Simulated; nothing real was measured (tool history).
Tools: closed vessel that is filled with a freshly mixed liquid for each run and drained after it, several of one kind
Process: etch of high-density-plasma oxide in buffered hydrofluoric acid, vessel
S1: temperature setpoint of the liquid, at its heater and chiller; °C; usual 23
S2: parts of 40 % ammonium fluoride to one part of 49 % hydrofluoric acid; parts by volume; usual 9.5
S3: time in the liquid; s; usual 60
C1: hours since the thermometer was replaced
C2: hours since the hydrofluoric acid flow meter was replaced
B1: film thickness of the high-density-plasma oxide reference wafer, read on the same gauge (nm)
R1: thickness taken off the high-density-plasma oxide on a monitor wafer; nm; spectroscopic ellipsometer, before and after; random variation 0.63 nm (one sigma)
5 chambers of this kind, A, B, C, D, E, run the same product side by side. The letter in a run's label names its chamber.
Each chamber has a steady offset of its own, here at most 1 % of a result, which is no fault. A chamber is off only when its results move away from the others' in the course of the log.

At hour 4.3: chamber B: hydrofluoric acid flow meter replaced.
Run 1D, hour 4.7: usual settings; C1 257.6; C2 1865.6; B1 60.033. Result: R1 88.565 nm.
Run 2E, hour 9.6: usual settings; C1 499.6; C2 67.4; B1 60. Result: R1 86.305 nm.
Run 3B, hour 13.3: usual settings; C1 855.5; C2 9; B1 60.011. Result: R1 86.62 nm.
Run 4C, hour 17: usual settings; C1 574.4; C2 978.3; B1 60. Result: R1 87.475 nm.
Run 5A, hour 19.6: usual settings; C1 1495; C2 1192.4; B1 59.999. Result: R1 86.685 nm.
Run 6A, hour 24.5: usual settings; C1 1499.9; C2 1197.3; B1 59.995. Result: R1 87.897 nm.
At hour 24.7: chamber D: hydrofluoric acid flow meter replaced.
Run 7C, hour 29.4: usual settings; C1 586.8; C2 990.7; B1 60.017. Result: R1 87.366 nm.
Run 8B, hour 32.6: usual settings; C1 874.8; C2 28.3; B1 60.015. Result: R1 86.232 nm.
Run 9D, hour 37.2: usual settings but S2 7 parts by volume, S3 75 s; C1 290.1; C2 12.6; B1 59.994. Result: R1 150.03 nm.
Run 10E, hour 40.6: usual settings but S2 7 parts by volume, S3 75 s; C1 530.6; C2 98.4; B1 60. Result: R1 145.77 nm.
Run 11C, hour 43.8: usual settings but S2 7 parts by volume, S3 75 s; C1 601.2; C2 1005.1; B1 59.997. Result: R1 148.44 nm.
Run 12A, hour 49: usual settings but S2 7 parts by volume, S3 75 s; C1 1524.4; C2 1221.8; B1 60.016. Result: R1 148.39 nm.
Run 13B, hour 54: usual settings but S2 7 parts by volume, S3 75 s; C1 896.2; C2 49.7; B1 59.99. Result: R1 147.67 nm.
Run 14E, hour 56.5: usual settings; C1 546.5; C2 114.3; B1 59.992. Result: R1 87.082 nm.
Run 15D, hour 59.7: usual settings; C1 312.6; C2 35.1; B1 59.992. Result: R1 90.644 nm.
Run 16D, hour 63.9: usual settings but S2 7 parts by volume, S3 90 s; C1 316.8; C2 39.3; B1 59.987. Result: R1 183.79 nm.
Run 17E, hour 67.4: usual settings but S2 7 parts by volume, S3 90 s; C1 557.4; C2 125.2; B1 59.993. Result: R1 179.03 nm.
Run 18C, hour 70.2: usual settings but S2 7 parts by volume, S3 90 s; C1 627.6; C2 1031.5; B1 60.003. Result: R1 178.06 nm.
Run 19A, hour 73.1: usual settings but S2 7 parts by volume, S3 90 s; C1 1548.5; C2 1245.9; B1 60.009. Result: R1 177.18 nm.
Run 20B, hour 76.9: usual settings but S2 7 parts by volume, S3 90 s; C1 919.1; C2 72.6; B1 59.96. Result: R1 178.37 nm.
Run 21A, hour 81.2: usual settings; C1 1556.6; C2 1254; B1 60.011. Result: R1 87.226 nm.
Run 22B, hour 85.1: usual settings; C1 927.3; C2 80.8; B1 60.011. Result: R1 86.814 nm.
Run 23E, hour 87.5: usual settings; C1 577.5; C2 145.3; B1 60.018. Result: R1 86.382 nm.
Run 24C, hour 90: usual settings; C1 647.4; C2 1051.3; B1 60.037. Result: R1 86.944 nm.
Run 25D, hour 93.7: usual settings but S2 6.5 parts by volume; C1 346.6; C2 69.1; B1 59.989. Result: R1 132.7 nm.
Run 26D, hour 98.1: usual settings but S2 6.5 parts by volume; C1 351; C2 73.5; B1 60.014. Result: R1 133.29 nm.
Run 27C, hour 101.2: usual settings but S2 6.5 parts by volume; C1 658.6; C2 1062.5; B1 59.975. Result: R1 127.71 nm.
Run 28A, hour 103.6: usual settings but S2 6.5 parts by volume; C1 1579; C2 1276.4; B1 59.98. Result: R1 125.14 nm.
Run 29E, hour 107.5: usual settings but S2 6.5 parts by volume; C1 597.5; C2 165.3; B1 59.998. Result: R1 125.62 nm.
Run 30B, hour 112.4: usual settings; C1 954.6; C2 108.1; B1 59.989. Result: R1 86.954 nm.
Run 31D, hour 116: usual settings; C1 368.9; C2 91.4; B1 59.976. Result: R1 92.838 nm.
Run 32B, hour 118.3: usual settings; C1 960.5; C2 114; B1 59.999. Result: R1 87.263 nm.
Run 33C, hour 121.2: usual settings but S2 12 parts by volume; C1 678.6; C2 1082.5; B1 60.018. Result: R1 70.542 nm.
Run 34E, hour 124.1: usual settings but S2 12 parts by volume; C1 614.1; C2 181.9; B1 59.99. Result: R1 70.267 nm.
Run 35A, hour 127.9: usual settings but S2 12 parts by volume; C1 1603.3; C2 1300.7; B1 60.003. Result: R1 70.879 nm.
Run 36C, hour 131.5: usual settings but S2 12 parts by volume; C1 688.9; C2 1092.8; B1 60.026. Result: R1 70.664 nm.
Run 37A, hour 135.1: usual settings but S2 12 parts by volume; C1 1610.5; C2 1307.9; B1 60.011. Result: R1 71.034 nm.
Run 38E, hour 137.8: usual settings; C1 627.8; C2 195.6; B1 60.009. Result: R1 85.938 nm.
Run 39D, hour 141.6: usual settings; C1 394.5; C2 117; B1 59.99. Result: R1 95.54 nm.
Run 40B, hour 146.2: usual settings; C1 988.4; C2 141.9; B1 60.016. Result: R1 86.709 nm.
Run 41E, hour 149: usual settings; C1 639; C2 206.8; B1 60.007. Result: R1 86.287 nm.
Run 42C, hour 153.2: usual settings; C1 710.6; C2 1114.5; B1 59.992. Result: R1 87.178 nm.

Is one chamber off against the others, does the gauge drift, or is nothing wrong? If a chamber is off, say which, and what the likeliest cause is.

Chamber D drifts away from the others.
Cause: liquid hotter than its thermometer reads (K) = 1.71.

Here are 4 candidates for chamber D's next run, each the usual settings with a change, their results left as question marks. Which one brings its results back in line with what the others give on the usual settings?
In line means no further than this from the other chambers' mean on the usual settings: R1 2.2 nm
Run 43D-1, hour 156.9: usual settings but S1 20 °C. Result: R1 ?.
Run 43D-2, hour 156.9: usual settings but S2 8 parts by volume. Result: R1 ?.
Run 43D-3, hour 156.9: usual settings but S1 22.5 °C, S2 10.5 parts by volume. Result: R1 ?.
Run 43D-4, hour 156.9: usual settings but S1 23.5 °C, S3 65 s. Result: R1 ?.

The other chambers' mean on the usual settings: R1 87.328 nm
  run      R1
43D-1  81.402
43D-2  112.76
43D-3  86.456
43D-4  107.03
43D-3 brings the chamber back in line.
